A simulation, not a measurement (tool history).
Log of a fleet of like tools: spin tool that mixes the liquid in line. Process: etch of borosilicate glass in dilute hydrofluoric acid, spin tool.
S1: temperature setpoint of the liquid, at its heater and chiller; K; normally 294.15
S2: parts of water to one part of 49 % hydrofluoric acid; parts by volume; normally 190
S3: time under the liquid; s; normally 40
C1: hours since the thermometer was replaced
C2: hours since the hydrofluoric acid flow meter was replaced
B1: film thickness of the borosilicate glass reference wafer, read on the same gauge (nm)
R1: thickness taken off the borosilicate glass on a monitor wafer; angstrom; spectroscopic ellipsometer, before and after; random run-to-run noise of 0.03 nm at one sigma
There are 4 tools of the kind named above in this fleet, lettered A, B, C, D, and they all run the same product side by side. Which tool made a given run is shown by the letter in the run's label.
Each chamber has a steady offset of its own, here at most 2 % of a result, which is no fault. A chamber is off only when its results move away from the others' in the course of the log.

| run | hour | S1 | S2 | S3 | C1 | C2 | B1 | R1 |
|---|---|---|---|---|---|---|---|---|
| 1B | 5.3 | 294.15 | 190 | 40 | 643.6 | 433.6 | 29.996 | 42.424 |
| 2C | 9.7 | 294.15 | 190 | 40 | 85.8 | 998.4 | 29.998 | 41.054 |
|  | 13.0 | chamber B: hydrofluoric acid flow meter replaced |
| 3A | 14.4 | 294.15 | 190 | 40 | 1082.8 | 2072.6 | 30.007 | 42.053 |
| 4D | 19.8 | 294.15 | 190 | 40 | 548.3 | 848.8 | 29.994 | 41.953 |
| 5C | 28.1 | 294.15 | 190 | 40 | 104.2 | 1016.8 | 30.004 | 41.320 |
| 6D | 33.0 | 294.15 | 190 | 40 | 561.5 | 862.0 | 29.991 | 42.210 |
| 7A | 41.5 | 294.15 | 190 | 40 | 1109.9 | 2099.7 | 29.985 | 41.516 |
| 8B | 48.4 | 294.15 | 190 | 60 | 686.7 | 35.4 | 30.007 | 62.820 |
| 9B | 54.3 | 294.15 | 190 | 60 | 692.6 | 41.3 | 29.983 | 62.526 |
| 10D | 58.3 | 294.15 | 190 | 60 | 586.8 | 887.3 | 30.002 | 63.802 |
| 11C | 64.1 | 294.15 | 190 | 60 | 140.2 | 1052.8 | 30.025 | 61.810 |
| 12A | 70.0 | 294.15 | 190 | 40 | 1138.4 | 2128.2 | 29.973 | 42.200 |
| 13C | 74.9 | 294.15 | 190 | 40 | 151.0 | 1063.6 | 29.993 | 40.353 |
| 14A | 78.7 | 294.15 | 190 | 40 | 1147.1 | 2136.9 | 30.017 | 41.807 |
| 15B | 82.4 | 294.15 | 190 | 40 | 720.7 | 69.4 | 29.978 | 41.937 |
| 16D | 88.9 | 290.15 | 135 | 40 | 617.4 | 917.9 | 30.027 | 52.933 |
| 17C | 93.3 | 290.15 | 135 | 40 | 169.4 | 1082.0 | 30.007 | 51.358 |
|  | 96.7 | chamber D: hydrofluoric acid flow meter replaced |
| 18A | 98.9 | 290.15 | 135 | 40 | 1167.3 | 2157.1 | 30.027 | 53.658 |
| 19B | 107.3 | 290.15 | 135 | 40 | 745.6 | 94.3 | 30.028 | 53.495 |
| 20D | 113.8 | 294.15 | 190 | 40 | 642.3 | 17.2 | 30.012 | 42.405 |
| 21A | 120.7 | 294.15 | 190 | 40 | 1189.1 | 2178.9 | 29.975 | 41.724 |
| 22B | 129.0 | 294.15 | 190 | 40 | 767.3 | 116.0 | 30.018 | 42.215 |
| 23D | 136.2 | 291.15 | 190 | 40 | 664.7 | 39.6 | 29.962 | 37.465 |
| 24C | 139.9 | 291.15 | 190 | 40 | 216.0 | 1128.6 | 29.977 | 34.985 |
| 25C | 147.4 | 291.15 | 190 | 40 | 223.5 | 1136.1 | 30.016 | 35.181 |
| 26D | 151.3 | 291.15 | 190 | 40 | 679.8 | 54.7 | 29.991 | 37.329 |
| 27A | 156.0 | 294.15 | 190 | 40 | 1224.4 | 2214.2 | 29.994 | 42.717 |

Has any chamber moved away from the others, gradually or after a service, or does the common gauge drift, or do the chambers differ only by their own small steady offsets? State the chamber and the most likely cause if one applies.

Chamber C drifts away from the others.
Most likely cause: hydrofluoric acid flow below the setpoint (%) = 4.89.
From this log alone, it may not be told apart from: liquid colder than its thermometer reads (K).

Which of the 4 candidates below, each the usual settings with something changed and its results left as question marks, puts chamber C back in line with what the other chambers give on the usual settings?
Counts as in line when no further than this from what the other chambers average on the usual settings: R1 1.100 angstrom
| 28C-1 | 162.1 | 292.15 | 190 | 40 |  |  |  | ? |
| 28C-2 | 162.1 | 294.65 | 190 | 40 |  |  |  | ? |
| 28C-3 | 162.1 | 294.15 | 195 | 40 |  |  |  | ? |
| 28C-4 | 162.1 | 296.15 | 190 | 40 |  |  |  | ? |

What the other chambers average on the usual settings: R1 42.038 angstrom
| run | R1 |
|---|---|
| 28C-1 | 36.161 |
| 28C-2 | 39.878 |
| 28C-3 | 37.919 |
| 28C-4 | 42.229 |
The answer is 28C-4, which returns the chamber to within the allowed miss of the others.
